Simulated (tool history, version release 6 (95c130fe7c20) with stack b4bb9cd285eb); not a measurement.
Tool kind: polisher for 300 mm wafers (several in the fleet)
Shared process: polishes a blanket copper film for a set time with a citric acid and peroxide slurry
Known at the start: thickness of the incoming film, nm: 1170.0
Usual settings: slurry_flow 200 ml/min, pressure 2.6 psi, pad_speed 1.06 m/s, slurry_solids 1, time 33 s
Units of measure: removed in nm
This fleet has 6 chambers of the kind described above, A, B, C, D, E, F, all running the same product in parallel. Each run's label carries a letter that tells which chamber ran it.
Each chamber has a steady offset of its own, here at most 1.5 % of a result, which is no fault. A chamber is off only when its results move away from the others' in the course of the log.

| run | hour | slurry_flow | pressure | pad_speed | slurry_solids | time | removed |
|---|---|---|---|---|---|---|---|
| 1E | 5.7 | 200 | 2.6 | 1.06 | 1 | 33 | 62.642 |
| 2C | 11.3 | 200 | 2.6 | 1.06 | 1 | 33 | 63.327 |
| 3A | 17.4 | 200 | 2.6 | 1.06 | 1 | 33 | 64.881 |
| 4F | 20.5 | 200 | 2.6 | 1.06 | 1 | 33 | 63.588 |
|  | 21.7 | chamber C: worn pad replaced by a new one |
|  | 22.8 | chamber A: worn pad replaced by a new one |
|  | 22.9 | chamber D: head pressure recalibrated |
| 5B | 23.9 | 200 | 2.6 | 1.06 | 1 | 33 | 63.868 |
|  | 24.2 | chamber D: worn pad replaced by a new one |
|  | 24.7 | chamber F: worn pad replaced by a new one |
| 6D | 30.8 | 200 | 2.6 | 1.06 | 1 | 33 | 61.624 |
|  | 33.6 | chamber E: slurry blender recalibrated |
| 7A | 35.5 | 200 | 2.6 | 1.06 | 1 | 33 | 64.188 |
|  | 38.2 | chamber E: worn pad replaced by a new one |
| 8D | 42.2 | 200 | 2.6 | 1.06 | 1 | 33 | 62.176 |
| 9C | 46.6 | 160 | 2.6 | 1.06 | 1 | 33 | 61.258 |
| 10E | 51.8 | 160 | 2.6 | 1.06 | 1 | 33 | 60.319 |
|  | 55.3 | chamber B: worn pad replaced by a new one |
| 11F | 58.2 | 160 | 2.6 | 1.06 | 1 | 33 | 61.21 |
| 12B | 62.1 | 160 | 2.6 | 1.06 | 1 | 33 | 61.278 |
|  | 67.9 | chamber C: head pressure recalibrated |
| 13C | 68.9 | 160 | 2.6 | 1.06 | 1 | 33 | 61.441 |
| 14A | 72.4 | 160 | 2.6 | 1.06 | 1 | 33 | 61.479 |
| 15F | 78.4 | 200 | 2.6 | 1.06 | 1 | 33 | 63.042 |
|  | 80.2 | chamber A: worn pad replaced by a new one |
| 16E | 85.4 | 200 | 2.6 | 1.06 | 1 | 33 | 62.873 |
|  | 87.8 | chamber D: slurry blender recalibrated |
| 17B | 89.2 | 200 | 2.6 | 1.06 | 1 | 33 | 63.058 |
| 18D | 94.4 | 200 | 2.6 | 1.06 | 1 | 33 | 63.31 |
|  | 98.1 | chamber F: worn pad replaced by a new one |
| 19C | 98.9 | 200 | 2.6 | 1.06 | 1 | 33 | 63.861 |
|  | 99.3 | chamber A: slurry blender recalibrated |
|  | 104.1 | chamber E: worn pad replaced by a new one |
| 20E | 105.8 | 200 | 2.6 | 1.06 | 1 | 33 | 61.898 |
|  | 109 | chamber C: worn pad replaced by a new one |
| 21D | 112.4 | 200 | 2.6 | 1.06 | 1 | 28 | 53.344 |
|  | 117.6 | chamber B: worn pad replaced by a new one |
| 22A | 119.4 | 200 | 2.6 | 1.06 | 1 | 28 | 53.806 |
| 23B | 124.2 | 200 | 2.6 | 1.06 | 1 | 28 | 53.126 |
|  | 130.4 | chamber D: worn pad replaced by a new one |
| 24F | 130.8 | 200 | 2.6 | 1.06 | 1 | 28 | 53.876 |
|  | 131.2 | chamber A: worn pad replaced by a new one |
| 25B | 134.3 | 200 | 2.6 | 1.06 | 1 | 28 | 54.009 |
| 26A | 141.3 | 200 | 2.6 | 1.06 | 1 | 28 | 54.513 |
|  | 141.4 | chamber B: head pressure recalibrated |
|  | 141.5 | chamber E: head pressure recalibrated |
| 27D | 146.8 | 200 | 3.3 | 1.06 | 1 | 33 | 79.293 |
|  | 149.2 | chamber B: slurry blender recalibrated |
| 28F | 152.2 | 200 | 3.3 | 1.06 | 1 | 33 | 80.674 |
|  | 154.1 | chamber D: slurry nozzle cleaned |
| 29E | 156.5 | 200 | 3.3 | 1.06 | 1 | 33 | 76.535 |
|  | 161.4 | chamber C: slurry blender recalibrated |
| 30C | 163.1 | 200 | 3.3 | 1.06 | 1 | 33 | 79.371 |
|  | 169.2 | chamber F: worn pad replaced by a new one |
| 31F | 169.5 | 200 | 3.3 | 1.06 | 1 | 33 | 79.954 |
|  | 169.7 | chamber E: worn pad replaced by a new one |
| 32A | 175 | 200 | 3.3 | 1.06 | 1 | 33 | 80.669 |
| 33C | 178.8 | 200 | 2.6 | 1.06 | 1 | 33 | 63.239 |
|  | 179.8 | chamber B: worn pad replaced by a new one |
| 34B | 185.5 | 200 | 2.6 | 1.06 | 1 | 33 | 68.955 |
| 35D | 191.7 | 200 | 3.2 | 1.06 | 1.25 | 33 | 80.678 |
| 36E | 195.7 | 200 | 3.2 | 1.06 | 1.25 | 33 | 79.856 |
|  | 198.6 | chamber A: worn pad replaced by a new one |
|  | 198.9 | chamber C: worn pad replaced by a new one |
| 37C | 201.9 | 200 | 3.2 | 1.06 | 1.25 | 33 | 80.706 |
| 38B | 208.6 | 200 | 3.2 | 1.06 | 1.25 | 33 | 88.207 |
| 39D | 215 | 200 | 3.2 | 1.06 | 1.25 | 33 | 81.023 |
| 40A | 221.6 | 200 | 3.2 | 1.06 | 1.25 | 33 | 82.481 |
|  | 226.2 | chamber E: worn pad replaced by a new one |
| 41F | 226.3 | 200 | 2.6 | 1.06 | 1 | 33 | 63.096 |
| 42E | 229.5 | 200 | 2.6 | 1.06 | 1 | 33 | 61.573 |

One chamber off, gauge drift, or nothing amiss beyond the chambers' own small offsets? If it is a chamber, which one, and what is the likeliest cause?

A service left chamber B off against the others.
Cause: head's pressure above its setpoint, % = 9.19.

Chamber B could run next with any of the 4 candidate recipes listed below; each alters the usual settings, and their results appear as question marks. Which one brings its results back in line with what the other chambers deliver on the usual settings?
In line here means within this much of the mean the other chambers give on the usual settings: removed 2.3 nm
| 43B-1 | 234.5 | 200 | 2.8 | 1.14 | 1 | 35 | ? |
| 43B-2 | 234.5 | 200 | 2.5 | 1.02 | 1 | 32 | ? |
| 43B-3 | 234.5 | 200 | 2.7 | 1.06 | 1 | 35 | ? |
| 43B-4 | 234.5 | 200 | 2.6 | 0.96 | 1 | 30 | ? |

The other chambers' mean on the usual settings: removed 62.991 nm
| run | removed |
|---|---|
| 43B-1 | 85.281 |
| 43B-2 | 62.657 |
| 43B-3 | 76.669 |
| 43B-4 | 57.526 |
The answer is 43B-2, which returns the chamber to within the allowed miss of the others.
